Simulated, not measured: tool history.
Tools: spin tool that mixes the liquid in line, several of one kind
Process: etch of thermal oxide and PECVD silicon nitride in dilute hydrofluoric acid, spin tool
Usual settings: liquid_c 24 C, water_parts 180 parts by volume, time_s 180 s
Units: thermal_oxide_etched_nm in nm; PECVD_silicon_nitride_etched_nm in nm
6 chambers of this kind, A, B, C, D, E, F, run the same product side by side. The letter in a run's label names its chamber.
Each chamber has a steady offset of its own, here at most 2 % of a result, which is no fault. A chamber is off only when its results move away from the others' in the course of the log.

run   hour  liquid_c  water_parts  time_s  read-back film thickness of the thermal oxide reference wafer, read on the same gauge (nm)  read-back film thickness of the PECVD silicon nitride reference wafer, read on the same gauge (nm)  thermal_oxide_etched_nm  PECVD_silicon_nitride_etched_nm
 1E      5        24          180     180                                                                                      70.024                                                                                              50.025                    4.519                            1.688
 2C     10        24          180     180                                                                                      69.997                                                                                              50.005                   4.4794                           1.7238
 3F   15.1        24          180     180                                                                                      69.994                                                                                              49.989                   4.4341                           1.6993
 4B   19.8        24          180     180                                                                                      69.995                                                                                               49.99                   4.4688                           1.6915
      27.3  -- chamber A: hydrofluoric acid flow meter replaced
 5D   28.2        24          180     180                                                                                      70.002                                                                                              49.973                   4.4688                            1.694
 6A   33.3        24          180     180                                                                                      70.007                                                                                              49.943                   4.3478                           1.7021
 7E   41.5        24          180     180                                                                                      70.008                                                                                              50.009                    4.492                           1.7145
 8D   47.5        24          180     180                                                                                      69.992                                                                                              50.033                   4.4406                           1.7427
 9F   51.2        24          180     180                                                                                      69.993                                                                                                  50                   4.3447                           1.6862
10C     56        24          180     180                                                                                      70.012                                                                                               49.96                   4.4768                           1.7407
11A   60.5        24          180     180                                                                                      70.008                                                                                              50.044                   4.3635                           1.6975
12B   68.4        24          180     180                                                                                      69.986                                                                                              50.011                   4.4398                           1.7065
13F   76.5        22          180     125                                                                                          70                                                                                              49.977                   2.8574                           1.0156
14B   81.4        22          180     125                                                                                       69.99                                                                                              50.014                   2.8861                           1.0312
15E   86.6        22          180     125                                                                                      69.994                                                                                              49.981                   2.9106                           1.0562
16C   91.2        22          180     125                                                                                      69.992                                                                                              50.004                   2.8191                           1.0442
17D   98.6        22          180     125                                                                                      69.998                                                                                              49.999                   2.8842                           1.0464
18A  102.7        22          180     125                                                                                      70.006                                                                                              49.913                    2.806                           1.0305
19C  107.6        20          230     180                                                                                      69.999                                                                                              49.989                   2.8011                           1.0371
20B  111.8        20          230     180                                                                                      69.993                                                                                              49.975                   2.8448                           1.0194
     112.3  -- chamber B: thermometer replaced
21E  119.3        20          230     180                                                                                      69.991                                                                                              49.934                   2.8999                           1.0411
22F  123.5        20          230     180                                                                                      69.993                                                                                              50.024                   2.8218                           1.0584
23A  128.7        20          230     180                                                                                      70.008                                                                                              49.982                   2.8073                           1.0569
24D    135        20          230     180                                                                                      69.987                                                                                               49.99                   2.8791                           1.0487
25D  143.1        24          180     180                                                                                      69.987                                                                                              50.011                   4.4852                           1.6909
26C  151.6        24          180     180                                                                                      69.988                                                                                              49.993                   4.2397                           1.6571
27A  158.8        24          180     180                                                                                      70.004                                                                                              50.031                     4.42                           1.6839
28F  162.9        24          180     180                                                                                      69.998                                                                                              49.972                   4.4416                           1.7392
29B  169.4        24          180     180                                                                                      70.005                                                                                              49.996                   4.4761                           1.6648
30E  173.8        24          180     180                                                                                      69.969                                                                                              49.963                   4.4729                           1.6934
31C  182.2        24          180     180                                                                                      70.002                                                                                              50.018                   4.1706                           1.6081
     185.4  -- chamber D: hydrofluoric acid flow meter replaced
32B  187.9        24          180     180                                                                                      70.006                                                                                              50.011                   4.5103                           1.6925
33D    194        24          180     180                                                                                      69.984                                                                                              50.007                   4.4192                           1.7135
34A  201.4        24          180     180                                                                                      69.989                                                                                              49.986                   4.3761                           1.6875
35E  206.3        24          180     180                                                                                      69.999                                                                                              49.969                   4.5587                           1.6733
36F  210.6        24          180     180                                                                                      69.977                                                                                              49.981                   4.4423                           1.7413
37B  214.8        24          180     180                                                                                      70.002                                                                                              49.959                   4.4747                           1.7192

All 6 chambers run these settings next. Forecast each chamber's results:
38A  220.8        24          180     180                                                                                                                                                                                                                        ?                                ?
38B  220.8        24          180     180                                                                                                                                                                                                                        ?                                ?
38C  220.8        24          180     180                                                                                                                                                                                                                        ?                                ?
38D  220.8        24          180     180                                                                                                                                                                                                                        ?                                ?
38E  220.8        24          180     180                                                                                                                                                                                                                        ?                                ?
38F  220.8        24          180     180                                                                                                                                                                                                                        ?                                ?

run  thermal_oxide_etched_nm  PECVD_silicon_nitride_etched_nm
38A                   4.3391                           1.7382
38B                   4.4722                           1.6333
38C                   4.0705                           1.5805
38D                   4.4496                           1.6927
38E                   4.4935                           1.7375
38F                   4.4143                           1.7118
